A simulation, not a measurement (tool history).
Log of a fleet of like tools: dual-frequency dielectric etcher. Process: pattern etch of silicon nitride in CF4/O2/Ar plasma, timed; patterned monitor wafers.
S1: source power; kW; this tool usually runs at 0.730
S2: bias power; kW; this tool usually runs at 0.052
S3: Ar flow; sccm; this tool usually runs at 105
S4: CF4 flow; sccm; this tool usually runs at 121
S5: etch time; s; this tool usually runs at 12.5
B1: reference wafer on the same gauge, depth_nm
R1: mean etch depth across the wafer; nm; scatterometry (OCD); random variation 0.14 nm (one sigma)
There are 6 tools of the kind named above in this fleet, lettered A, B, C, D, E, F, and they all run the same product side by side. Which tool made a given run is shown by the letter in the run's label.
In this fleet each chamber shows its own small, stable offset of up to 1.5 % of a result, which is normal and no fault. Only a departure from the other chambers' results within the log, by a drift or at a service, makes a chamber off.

run,hour,S1,S2,S3,S4,S5,B1,R1
1F,10.2,0.730,0.052,105,121,12.5,39.920,34.111
2D,15.2,0.730,0.052,105,121,12.5,39.878,34.300
3B,22.5,0.730,0.052,105,121,12.5,39.895,34.548
4C,33.2,0.730,0.052,105,121,12.5,39.882,33.836
5A,39.7,0.730,0.052,105,121,12.5,39.922,34.444
6E,45.3,0.730,0.052,105,121,12.5,39.901,33.669
7C,56.6,0.730,0.052,105,121,12.5,39.934,34.035
8D,62.1,0.730,0.052,89,121,12.5,39.931,35.099
9B,70.9,0.730,0.052,89,121,12.5,39.922,35.297
10A,79.4,0.730,0.052,89,121,12.5,39.912,35.235
11F,90.6,0.730,0.052,89,121,12.5,39.903,34.843
12E,98.7,0.730,0.052,89,121,12.5,39.914,34.363
13C,106.7,0.730,0.052,89,121,12.5,39.892,34.645
14A,112.9,0.730,0.052,105,121,12.5,39.916,34.486
15D,117.9,0.730,0.052,105,121,12.5,39.912,34.400
16F,124.8,0.730,0.052,105,121,12.5,39.882,34.061
17B,129.8,0.730,0.052,105,121,12.5,39.871,34.467
18E,135.5,0.730,0.052,105,121,12.5,39.920,33.804
19A,145.2,0.730,0.052,105,121,12.5,39.902,34.228
20C,151.4,0.730,0.052,105,121,12.5,39.901,34.104
# hour 152.4: chamber C: CF4 flow controller replaced
21B,158.8,0.730,0.052,105,121,12.5,39.880,34.244
22F,164.6,0.730,0.052,105,121,12.5,39.895,34.221
23E,173.0,0.730,0.052,105,121,12.5,39.903,33.890
24D,180.1,0.730,0.052,105,121,12.5,39.833,34.384
# hour 184.4: chamber F: wet clean of the chamber
25B,188.2,0.730,0.052,105,121,12.5,39.887,34.558
26D,193.5,0.730,0.052,82,138,12.5,39.922,35.876
27A,198.9,0.730,0.052,82,138,12.5,39.884,35.829
28E,206.6,0.730,0.052,82,138,12.5,39.917,35.173
29F,214.9,0.730,0.052,82,138,12.5,39.909,35.242
30C,224.5,0.730,0.052,82,138,12.5,39.928,35.267
31A,233.2,0.730,0.052,82,138,12.5,39.870,35.880
32D,239.0,0.730,0.052,105,121,12.5,39.903,34.391
33C,249.8,0.730,0.052,105,121,12.5,39.852,33.905
34E,256.3,0.730,0.052,105,121,12.5,39.881,33.773
35B,263.6,0.730,0.056,97,121,12.5,39.901,35.529
36F,268.7,0.730,0.056,97,121,12.5,39.918,35.528

The same settings go to every chamber for the next run, one line per chamber below. Forecast the results for each:
37A,276.9,0.730,0.052,105,121,12.5,,?
37B,276.9,0.730,0.052,105,121,12.5,,?
37C,276.9,0.730,0.052,105,121,12.5,,?
37D,276.9,0.730,0.052,105,121,12.5,,?
37E,276.9,0.730,0.052,105,121,12.5,,?
37F,276.9,0.730,0.052,105,121,12.5,,?

run,R1
37A,34.516
37B,34.423
37C,33.933
37D,34.050
37E,33.873
37F,34.179
